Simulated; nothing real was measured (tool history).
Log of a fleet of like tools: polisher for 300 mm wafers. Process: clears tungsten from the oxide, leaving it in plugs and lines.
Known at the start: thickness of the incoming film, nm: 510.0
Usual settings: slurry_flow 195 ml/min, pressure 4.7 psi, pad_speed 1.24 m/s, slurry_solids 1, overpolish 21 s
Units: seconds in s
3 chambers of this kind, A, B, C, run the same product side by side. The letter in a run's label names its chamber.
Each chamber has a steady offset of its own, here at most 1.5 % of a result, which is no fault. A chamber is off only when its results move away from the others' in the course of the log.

run	day	slurry_flow	pressure	pad_speed	slurry_solids	overpolish	seconds
1B	0.208	195	4.7	1.24	1	21	65.124
# day 0.3: chamber C: slurry tank refilled with fresh slurry and peroxide
2A	0.454	195	4.7	1.24	1	21	65.828
3C	0.675	195	4.7	1.24	1	21	66.245
# day 0.7: chamber C: worn pad replaced by a new one
4A	0.929	195	4.7	1.24	1	21	64.598
5C	1.042	195	4.7	1.24	1	21	67.008
6B	1.292	235	4.7	1.24	0.9	21	64.491
7B	1.479	235	4.7	1.24	0.9	21	66.688
8C	1.662	235	4.7	1.24	0.9	21	66.922
9A	1.912	195	4.7	1.24	1	21	65.729
# day 1.946: chamber A: worn pad replaced by a new one
# day 2.129: chamber C: slurry tank refilled with fresh slurry and peroxide
10C	2.142	195	4.7	1.24	1	21	65.8
11A	2.333	220	4.7	0.88	1	21	91.19
# day 2.346: chamber C: head pressure recalibrated
# day 2.529: chamber B: worn pad replaced by a new one
12B	2.588	220	4.7	0.88	1	21	90.955
13C	2.842	220	4.7	0.88	1	21	91.289
14B	3.033	195	4.7	1.24	1	21	66.039
15A	3.162	195	4.7	1.24	1	21	64.391
16C	3.3	195	4.7	1.24	1	21	66.233
# day 3.446: chamber B: slurry nozzle cleaned
17B	3.517	195	4.7	1.24	1	21	65.895
# day 3.554: chamber B: slurry tank refilled with fresh slurry and peroxide
18A	3.658	195	4.7	1.24	1	21	65.536
# day 3.688: chamber A: slurry tank refilled with fresh slurry and peroxide
19B	3.808	195	4.7	1.24	1	21	65.186
20A	3.921	195	4.7	1.24	0.9	14	67.004
# day 3.938: chamber A: slurry nozzle cleaned
# day 4.104: chamber C: slurry tank refilled with fresh slurry and peroxide
21C	4.104	195	4.7	1.24	0.9	14	69.102
22A	4.288	195	4.7	1.24	0.9	14	66.165
# day 4.362: chamber A: head pressure recalibrated
23B	4.521	195	4.7	1.24	1	21	65.649
24C	4.638	195	4.7	1.24	1	21	66.307
25A	4.825	195	4.7	1.24	1	21	65.442
# day 4.867: chamber B: slurry blender recalibrated
26B	5.033	195	4.7	1.24	1	21	65.803
27C	5.246	195	4.7	1.24	1	21	66.365
28C	5.375	140	4.7	0.88	1	21	98.972
29A	5.508	140	4.7	0.88	1	21	97.878
30B	5.671	140	4.7	0.88	1	21	96.773
# day 5.871: chamber C: worn pad replaced by a new one
31A	5.883	195	4.7	1.24	1	21	66.159
# day 6.067: chamber C: slurry tank refilled with fresh slurry and peroxide
32C	6.096	195	4.7	1.58	1	21	52.298
33B	6.233	195	4.7	1.58	1	21	51.652
# day 6.321: chamber A: slurry blender recalibrated
34C	6.446	195	4.7	1.58	1	21	51.745
35B	6.662	195	4.7	1.24	1	21	65.723
36A	6.879	240	4.7	1.24	1	29	63.543
37A	7.046	240	4.7	1.24	1	29	63.888
38B	7.171	240	4.7	1.24	1	29	63.812
39C	7.292	195	4.7	1.24	1	21	66.241

What goes on in this fleet: one chamber off, a drifting gauge, or nothing beyond the chambers' own small offsets? Name the chamber and the cause, if any.

No chamber stands off beyond its own small offset, and the gauge holds steady.

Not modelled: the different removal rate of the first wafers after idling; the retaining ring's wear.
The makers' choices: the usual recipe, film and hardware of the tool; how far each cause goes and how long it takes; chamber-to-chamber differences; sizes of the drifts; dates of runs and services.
